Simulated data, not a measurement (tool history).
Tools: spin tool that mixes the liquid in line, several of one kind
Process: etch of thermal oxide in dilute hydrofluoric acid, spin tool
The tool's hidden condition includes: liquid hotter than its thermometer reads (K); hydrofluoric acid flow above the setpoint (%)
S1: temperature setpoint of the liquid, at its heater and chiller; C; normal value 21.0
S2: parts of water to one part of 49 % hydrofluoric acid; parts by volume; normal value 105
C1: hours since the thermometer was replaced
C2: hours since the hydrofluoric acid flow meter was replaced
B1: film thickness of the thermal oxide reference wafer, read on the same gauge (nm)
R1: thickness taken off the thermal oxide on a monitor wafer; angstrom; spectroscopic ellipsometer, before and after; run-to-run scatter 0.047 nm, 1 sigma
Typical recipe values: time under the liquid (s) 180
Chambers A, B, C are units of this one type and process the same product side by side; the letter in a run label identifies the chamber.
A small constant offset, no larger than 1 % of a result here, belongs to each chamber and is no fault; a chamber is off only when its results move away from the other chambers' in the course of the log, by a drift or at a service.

{"run": "1A", "hour": 5.8, "S1": 21.0, "S2": 105, "time under the liquid (s)": 180, "C1": 456.3, "C2": 1034.6, "B1": 120.0, "R1": 70.404}
{"run": "2C", "hour": 15.9, "S1": 21.0, "S2": 105, "time under the liquid (s)": 180, "C1": 960.3, "C2": 964.9, "B1": 119.99, "R1": 71.006}
{"run": "3B", "hour": 22.7, "S1": 21.0, "S2": 105, "time under the liquid (s)": 180, "C1": 1785.8, "C2": 960.0, "B1": 120.0, "R1": 70.521}
{"run": "4B", "hour": 30.0, "S1": 21.0, "S2": 105, "time under the liquid (s)": 180, "C1": 1793.1, "C2": 967.3, "B1": 119.99, "R1": 70.803}
{"run": "5C", "hour": 38.5, "S1": 21.0, "S2": 105, "time under the liquid (s)": 180, "C1": 982.9, "C2": 987.5, "B1": 120.0, "R1": 70.78}
{"run": "6A", "hour": 46.3, "S1": 21.0, "S2": 105, "time under the liquid (s)": 180, "C1": 496.8, "C2": 1075.1, "B1": 120.0, "R1": 69.826}
{"run": "7C", "hour": 54.7, "S1": 21.0, "S2": 105, "time under the liquid (s)": 180, "C1": 999.1, "C2": 1003.7, "B1": 119.99, "R1": 70.343}
{"run": "8B", "hour": 59.3, "S1": 21.0, "S2": 105, "time under the liquid (s)": 180, "C1": 1822.4, "C2": 996.6, "B1": 119.97, "R1": 71.625}
{"run": "9A", "hour": 69.2, "S1": 21.0, "S2": 105, "time under the liquid (s)": 180, "C1": 519.7, "C2": 1098.0, "B1": 120.0, "R1": 70.011}
{"run": "10B", "hour": 75.1, "S1": 21.0, "S2": 105, "time under the liquid (s)": 180, "C1": 1838.2, "C2": 1012.4, "B1": 120.0, "R1": 70.652}
{"run": "11C", "hour": 79.5, "S1": 21.0, "S2": 105, "time under the liquid (s)": 180, "C1": 1023.9, "C2": 1028.5, "B1": 119.97, "R1": 72.201}
{"run": "12A", "hour": 85.7, "S1": 21.0, "S2": 105, "time under the liquid (s)": 180, "C1": 536.2, "C2": 1114.5, "B1": 119.99, "R1": 69.596}
{"run": "13A", "hour": 95.8, "S1": 21.0, "S2": 105, "time under the liquid (s)": 180, "C1": 546.3, "C2": 1124.6, "B1": 120.01, "R1": 69.892}
{"run": "14C", "hour": 102.2, "S1": 23.5, "S2": 105, "time under the liquid (s)": 215, "C1": 1046.6, "C2": 1051.2, "B1": 120.02, "R1": 97.033}
{"run": "15B", "hour": 110.0, "S1": 23.5, "S2": 105, "time under the liquid (s)": 215, "C1": 1873.1, "C2": 1047.3, "B1": 119.99, "R1": 92.84}
{"run": "16A", "hour": 116.7, "S1": 23.5, "S2": 105, "time under the liquid (s)": 215, "C1": 567.2, "C2": 1145.5, "B1": 119.99, "R1": 92.451}
{"run": "17C", "hour": 122.4, "S1": 21.0, "S2": 105, "time under the liquid (s)": 180, "C1": 1066.8, "C2": 1071.4, "B1": 119.99, "R1": 74.389}
{"run": "18B", "hour": 130.0, "S1": 21.0, "S2": 105, "time under the liquid (s)": 180, "C1": 1893.1, "C2": 1067.3, "B1": 119.99, "R1": 70.605}
{"run": "19C", "hour": 136.7, "S1": 21.0, "S2": 105, "time under the liquid (s)": 180, "C1": 1081.1, "C2": 1085.7, "B1": 120.0, "R1": 74.276}
{"run": "20B", "hour": 141.5, "S1": 21.0, "S2": 105, "time under the liquid (s)": 180, "C1": 1904.6, "C2": 1078.8, "B1": 119.98, "R1": 70.851}

Each of the 3 chambers runs these same settings next. Fill in every chamber's results:
{"run": "21A", "hour": 148.7, "S1": 21.0, "S2": 65, "time under the liquid (s)": 180, "R1": "?"}
{"run": "21B", "hour": 148.7, "S1": 21.0, "S2": 65, "time under the liquid (s)": 180, "R1": "?"}
{"run": "21C", "hour": 148.7, "S1": 21.0, "S2": 65, "time under the liquid (s)": 180, "R1": "?"}

run=21A R1=119.580
run=21B R1=118.720
run=21C R1=124.920
